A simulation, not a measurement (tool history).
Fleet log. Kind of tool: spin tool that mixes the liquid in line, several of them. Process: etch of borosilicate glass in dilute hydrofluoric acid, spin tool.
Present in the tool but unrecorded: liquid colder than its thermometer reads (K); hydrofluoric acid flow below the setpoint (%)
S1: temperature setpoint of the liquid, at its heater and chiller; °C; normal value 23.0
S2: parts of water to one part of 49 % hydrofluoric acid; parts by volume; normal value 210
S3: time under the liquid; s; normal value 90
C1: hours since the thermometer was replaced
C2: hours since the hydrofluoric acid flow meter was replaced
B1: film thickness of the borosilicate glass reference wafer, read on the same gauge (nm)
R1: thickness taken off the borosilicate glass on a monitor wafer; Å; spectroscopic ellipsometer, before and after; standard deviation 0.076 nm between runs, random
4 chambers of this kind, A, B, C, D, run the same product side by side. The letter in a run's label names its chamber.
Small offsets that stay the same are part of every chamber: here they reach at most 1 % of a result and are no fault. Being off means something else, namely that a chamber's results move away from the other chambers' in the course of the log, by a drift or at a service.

{"run": "1A", "day": 0.267, "S1": 23.0, "S2": 210, "S3": 90, "C1": 1535.0, "C2": 48.9, "B1": 140.01, "R1": 79.466}
{"run": "2B", "day": 0.75, "S1": 23.0, "S2": 210, "S3": 90, "C1": 251.0, "C2": 201.1, "B1": 140.02, "R1": 79.167}
{"run": "3D", "day": 1.025, "S1": 23.0, "S2": 210, "S3": 90, "C1": 174.7, "C2": 751.4, "B1": 140.0, "R1": 78.055}
{"run": "4C", "day": 1.321, "S1": 23.0, "S2": 210, "S3": 90, "C1": 296.4, "C2": 293.4, "B1": 140.0, "R1": 78.432}
{"run": "5D", "day": 1.7, "S1": 20.5, "S2": 210, "S3": 90, "C1": 190.9, "C2": 767.6, "B1": 139.97, "R1": 71.852}
{"run": "6B", "day": 2.092, "S1": 20.5, "S2": 210, "S3": 90, "C1": 283.2, "C2": 233.3, "B1": 139.98, "R1": 72.34}
{"run": "7C", "day": 2.521, "S1": 20.5, "S2": 210, "S3": 90, "C1": 325.2, "C2": 322.2, "B1": 140.0, "R1": 72.258}
{"run": "8A", "day": 3.075, "S1": 20.5, "S2": 210, "S3": 90, "C1": 1602.4, "C2": 116.3, "B1": 140.01, "R1": 71.042}
{"run": "9D", "day": 3.371, "S1": 23.0, "S2": 210, "S3": 90, "C1": 231.0, "C2": 807.7, "B1": 140.01, "R1": 79.292}
{"run": "10B", "day": 3.75, "S1": 23.0, "S2": 210, "S3": 90, "C1": 323.0, "C2": 273.1, "B1": 140.01, "R1": 79.761}
{"run": "11A", "day": 4.333, "S1": 23.0, "S2": 165, "S3": 120, "C1": 1632.6, "C2": 146.5, "B1": 140.01, "R1": 141.31}
{"run": "12C", "day": 4.883, "S1": 23.0, "S2": 165, "S3": 120, "C1": 381.9, "C2": 378.9, "B1": 140.01, "R1": 142.05}
{"run": "13C", "day": 5.492, "S1": 23.0, "S2": 165, "S3": 120, "C1": 396.5, "C2": 393.5, "B1": 140.03, "R1": 141.56}
{"run": "14D", "day": 6.096, "S1": 23.0, "S2": 165, "S3": 120, "C1": 296.4, "C2": 873.1, "B1": 139.99, "R1": 142.16}
{"run": "15A", "day": 6.621, "S1": 23.0, "S2": 210, "S3": 90, "C1": 1687.5, "C2": 201.4, "B1": 140.01, "R1": 78.541}
{"run": "16B", "day": 7.229, "S1": 23.0, "S2": 210, "S3": 90, "C1": 406.5, "C2": 356.6, "B1": 140.0, "R1": 80.334}
{"run": "17B", "day": 7.721, "S1": 23.0, "S2": 210, "S3": 125, "C1": 418.3, "C2": 368.4, "B1": 140.02, "R1": 111.31}
{"run": "18A", "day": 8.312, "S1": 23.0, "S2": 210, "S3": 125, "C1": 1728.1, "C2": 242.0, "B1": 140.01, "R1": 109.19}
{"run": "19D", "day": 8.779, "S1": 23.0, "S2": 210, "S3": 125, "C1": 360.8, "C2": 937.5, "B1": 140.01, "R1": 109.09}
{"run": "20C", "day": 9.096, "S1": 23.0, "S2": 210, "S3": 125, "C1": 483.0, "C2": 480.0, "B1": 140.0, "R1": 107.58}
{"run": "21B", "day": 9.629, "S1": 23.0, "S2": 210, "S3": 90, "C1": 464.1, "C2": 414.2, "B1": 139.99, "R1": 77.963}
{"run": "22C", "day": 10.033, "S1": 23.0, "S2": 305, "S3": 90, "C1": 505.5, "C2": 502.5, "B1": 139.99, "R1": 49.918}
{"run": "23D", "day": 10.558, "S1": 23.0, "S2": 305, "S3": 90, "C1": 403.5, "C2": 980.2, "B1": 140.02, "R1": 49.324}
{"run": "24A", "day": 11.067, "S1": 23.0, "S2": 305, "S3": 90, "C1": 1794.2, "C2": 308.1, "B1": 139.98, "R1": 48.912}
{"run": "25A", "day": 11.483, "S1": 23.0, "S2": 305, "S3": 90, "C1": 1804.2, "C2": 318.1, "B1": 140.0, "R1": 48.662}
{"run": "26D", "day": 11.95, "S1": 23.0, "S2": 210, "S3": 90, "C1": 436.9, "C2": 1013.6, "B1": 139.98, "R1": 79.227}
{"run": "27B", "day": 12.562, "S1": 23.0, "S2": 210, "S3": 90, "C1": 534.5, "C2": 484.6, "B1": 140.02, "R1": 75.616}
{"run": "28C", "day": 13.138, "S1": 23.0, "S2": 210, "S3": 90, "C1": 580.0, "C2": 577.0, "B1": 139.98, "R1": 78.004}
{"run": "29B", "day": 13.642, "S1": 23.0, "S2": 210, "S3": 90, "C1": 560.4, "C2": 510.5, "B1": 140.0, "R1": 74.862}
{"run": "30C", "day": 14.179, "S1": 23.0, "S2": 210, "S3": 90, "C1": 605.0, "C2": 602.0, "B1": 139.99, "R1": 79.224}
{"run": "31A", "day": 14.471, "S1": 23.0, "S2": 210, "S3": 90, "C1": 1875.9, "C2": 389.8, "B1": 140.01, "R1": 77.214}
{"run": "32D", "day": 14.746, "S1": 23.0, "S2": 210, "S3": 90, "C1": 504.0, "C2": 1080.7, "B1": 140.03, "R1": 79.612}
{"run": "33A", "day": 15.362, "S1": 23.0, "S2": 210, "S3": 90, "C1": 1897.3, "C2": 411.2, "B1": 140.01, "R1": 78.687}
{"run": "34B", "day": 15.796, "S1": 23.0, "S2": 210, "S3": 90, "C1": 612.1, "C2": 562.2, "B1": 140.0, "R1": 75.445}
{"run": "35D", "day": 16.067, "S1": 23.0, "S2": 210, "S3": 90, "C1": 535.7, "C2": 1112.4, "B1": 140.01, "R1": 79.3}
{"day": 16.288, "done": "chamber C: hydrofluoric acid flow meter replaced"}
{"run": "36C", "day": 16.396, "S1": 23.0, "S2": 210, "S3": 90, "C1": 658.2, "C2": 2.6, "B1": 139.99, "R1": 80.731}
{"run": "37D", "day": 16.904, "S1": 23.0, "S2": 210, "S3": 90, "C1": 555.8, "C2": 1132.5, "B1": 139.98, "R1": 79.307}
{"run": "38A", "day": 17.208, "S1": 23.0, "S2": 210, "S3": 90, "C1": 1941.6, "C2": 455.5, "B1": 140.0, "R1": 77.98}
{"run": "39B", "day": 17.612, "S1": 23.0, "S2": 210, "S3": 90, "C1": 655.7, "C2": 605.8, "B1": 140.0, "R1": 72.957}
{"run": "40C", "day": 18.175, "S1": 23.0, "S2": 210, "S3": 90, "C1": 700.9, "C2": 45.3, "B1": 139.98, "R1": 78.799}
{"run": "41D", "day": 18.775, "S1": 23.0, "S2": 210, "S3": 90, "C1": 600.7, "C2": 1177.4, "B1": 140.0, "R1": 78.809}
{"run": "42C", "day": 19.367, "S1": 23.0, "S2": 210, "S3": 90, "C1": 729.5, "C2": 73.9, "B1": 140.01, "R1": 79.719}
{"run": "43B", "day": 19.833, "S1": 23.0, "S2": 210, "S3": 90, "C1": 709.0, "C2": 659.1, "B1": 140.0, "R1": 72.065}
{"run": "44A", "day": 20.279, "S1": 23.0, "S2": 310, "S3": 140, "C1": 2015.3, "C2": 529.2, "B1": 139.98, "R1": 74.118}

Predict what each chamber gives when all 4 of them run the settings below next.
{"run": "45A", "day": 20.725, "S1": 23.0, "S2": 210, "S3": 90, "R1": "?"}
{"run": "45B", "day": 20.725, "S1": 23.0, "S2": 210, "S3": 90, "R1": "?"}
{"run": "45C", "day": 20.725, "S1": 23.0, "S2": 210, "S3": 90, "R1": "?"}
{"run": "45D", "day": 20.725, "S1": 23.0, "S2": 210, "S3": 90, "R1": "?"}

run=45A R1=78.001
run=45B R1=70.999
run=45C R1=80.080
run=45D R1=78.928
